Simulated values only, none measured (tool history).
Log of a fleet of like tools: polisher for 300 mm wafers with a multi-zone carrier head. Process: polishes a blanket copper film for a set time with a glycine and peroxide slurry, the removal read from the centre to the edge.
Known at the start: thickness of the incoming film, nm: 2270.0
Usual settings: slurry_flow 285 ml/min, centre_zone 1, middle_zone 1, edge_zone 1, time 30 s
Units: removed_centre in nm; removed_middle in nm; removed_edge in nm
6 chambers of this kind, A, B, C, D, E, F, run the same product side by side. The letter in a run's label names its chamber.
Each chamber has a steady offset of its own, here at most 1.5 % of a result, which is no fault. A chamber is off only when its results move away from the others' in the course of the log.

run   hour  slurry_flow  centre_zone  middle_zone  edge_zone  time  wafers polished on this pad  hours since the slurry nozzle was cleaned  hours since the centre zone pressure was calibrated  hours since the edge zone pressure was calibrated  removed_centre  removed_middle  removed_edge
       2.3  -- chamber C: worn pad replaced by a new one
 1B    3.9          285            1            1          1    30                          810                                      360.3                                                273.3                                              284.2          212.92          219.68        219.48
         9  -- chamber D: worn pad replaced by a new one
 2C   12.6          285            1            1          1    30                           88                                         71                                                 18.5                                              469.9          213.17          217.88        215.75
      17.2  -- chamber B: worn pad replaced by a new one
 3E   20.7          285            1            1          1    30                          589                                      352.5                                                402.3                                              748.7          213.72          216.43        216.38
      23.4  -- chamber E: worn pad replaced by a new one
 4D   24.6          285            1            1          1    30                          134                                      416.5                                                573.7                                              969.8          217.02             217        217.56
      32.8  -- chamber B: centre zone pressure recalibrated
 5F   33.1          285            1            1          1    30                          527                                      127.5                                                 73.5                                               79.4          218.25           214.9        216.73
 6A   40.9          285            1            1          1    30                          380                                        104                                                233.4                                              293.3          214.12          216.13        217.14
 7B   45.3          285            1            1          1    30                          241                                      401.7                                                 12.5                                              325.6          214.55          215.74        215.95
      48.5  -- chamber F: worn pad replaced by a new one
 8C   50.2          285            1            1          1    30                          411                                      108.6                                                 56.1                                              507.5          214.34          218.32        221.08
 9D   55.5          285            1            1          1    30                          399                                      447.4                                                604.6                                             1000.7          217.66          212.88        211.89
10F   63.4          285            1            1          1    30                          128                                      157.8                                                103.8                                              109.7          218.47          220.01        216.87
      72.1  -- chamber D: worn pad replaced by a new one
11E   72.1          285            1            1          1    30                          417                                      403.9                                                453.7                                              800.1          223.37           213.3        212.26
12A   77.9          285            1            1          1    30                          698                                        141                                                270.4                                              330.3           217.5          215.02        212.83
13E   83.8          285            1            1          1    30                          518                                      415.6                                                465.4                                              811.8          219.77           212.9        214.38
14D     92          285            1            1          1    30                          171                                      483.9                                                641.1                                             1037.2          217.33          215.26        216.03
15B   97.9          285            1            1          1    30                          692                                      454.3                                                 65.1                                              378.2          218.59          222.42        217.84
      98.4  -- chamber B: slurry nozzle cleaned
     101.1  -- chamber E: worn pad replaced by a new one
16C  106.2          285            1         0.91        0.9    30                          891                                      164.6                                                112.1                                              563.5           215.6          198.24        204.78
     107.1  -- chamber D: slurry nozzle cleaned
     109.1  -- chamber B: worn pad replaced by a new one
17F  111.6          285            1         0.91        0.9    30                          541                                        206                                                  152                                              157.9          218.83          201.64        205.78
18A  119.3          285            1         0.91        0.9    30                         1053                                      182.4                                                311.8                                              371.7          213.91          196.84        205.19
     123.4  -- chamber C: worn pad replaced by a new one
19F  123.4          285            1         0.91        0.9    30                          643                                      217.8                                                163.8                                              169.7          216.86          198.41        204.58
20D  131.3          285            1         0.91        0.9    30                          508                                       24.3                                                680.4                                             1076.5          217.57          198.25        203.41
     138.1  -- chamber D: worn pad replaced by a new one
21A  138.7          285            1         0.91        0.9    30                         1219                                      201.8                                                331.2                                              391.1          220.72          199.33         205.7
     143.6  -- chamber A: worn pad replaced by a new one
22C  145.3          285            1            1          1    30                          188                                      203.7                                                151.2                                              602.6          216.67          215.71         219.9
     145.6  -- chamber F: worn pad replaced by a new one
23B  149.7          285            1            1          1    30                          348                                       51.4                                                116.9                                                430          214.99          219.96        214.65
24E  158.1          285            1            1          1    30                          489                                      489.9                                                539.7                                              886.1          217.64          216.08        216.95
25D    162          285            1            1          1    30                          205                                         55                                                711.1                                             1107.2          216.37          214.07        213.13
     165.4  -- chamber E: worn pad replaced by a new one
26F  168.2          285         0.95            1          1    30                          194                                      262.6                                                208.6                                              214.5          206.64          216.35        214.53
27C  172.8          285         0.95            1          1    30                          424                                      231.2                                                178.7                                              630.1          204.25          217.12        216.51
28E  179.3          285         0.95            1          1    30                          119                                      511.1                                                560.9                                              907.3           209.5          212.54        212.53
29A  184.2          285         0.95            1          1    30                          348                                      247.3                                                376.7                                              436.6          207.37          214.11         217.4
30B  189.2          285         0.95            1          1    30                          687                                       90.9                                                156.4                                              469.5          204.17          216.77        216.16
31B  195.4          285         0.95            1          1    30                          740                                       97.1                                                162.6                                              475.7          201.71          217.07        213.54
     200.3  -- chamber A: slurry nozzle cleaned
32D  203.6          285            1            1          1    30                          562                                       96.6                                                752.7                                             1148.8          219.99          215.63        211.63
       207  -- chamber B: worn pad replaced by a new one
33F  210.8          285            1            1          1    30                          559                                      305.2                                                251.2                                              257.1          216.07          217.07        211.22
34C  217.5          285            1            1          1    30                          807                                      275.9                                                223.4                                              674.8          216.76          216.78        217.38
35E  222.7          285         1.08            1       1.09    30                          491                                      554.5                                                604.3                                              950.7          235.11          214.27        226.67
36A  226.9          285         1.08            1       1.09    30                          715                                       26.7                                                419.4                                              479.3          234.64          215.82        226.86
     227.1  -- chamber C: slurry nozzle cleaned
37B  231.5          285         1.08            1       1.09    30                          210                                      133.2                                                198.7                                              511.8          236.71          217.18         229.1
     234.1  -- chamber C: edge zone pressure recalibrated
38C  236.8          285         1.08            1       1.09    30                          973                                        9.7                                                242.7                                                2.8           237.3          215.94        229.32

What goes on in this fleet: one chamber off, a drifting gauge, or nothing beyond the chambers' own small offsets? Name the chamber and the cause, if any.

No chamber stands off beyond its own small offset, and the gauge holds steady.
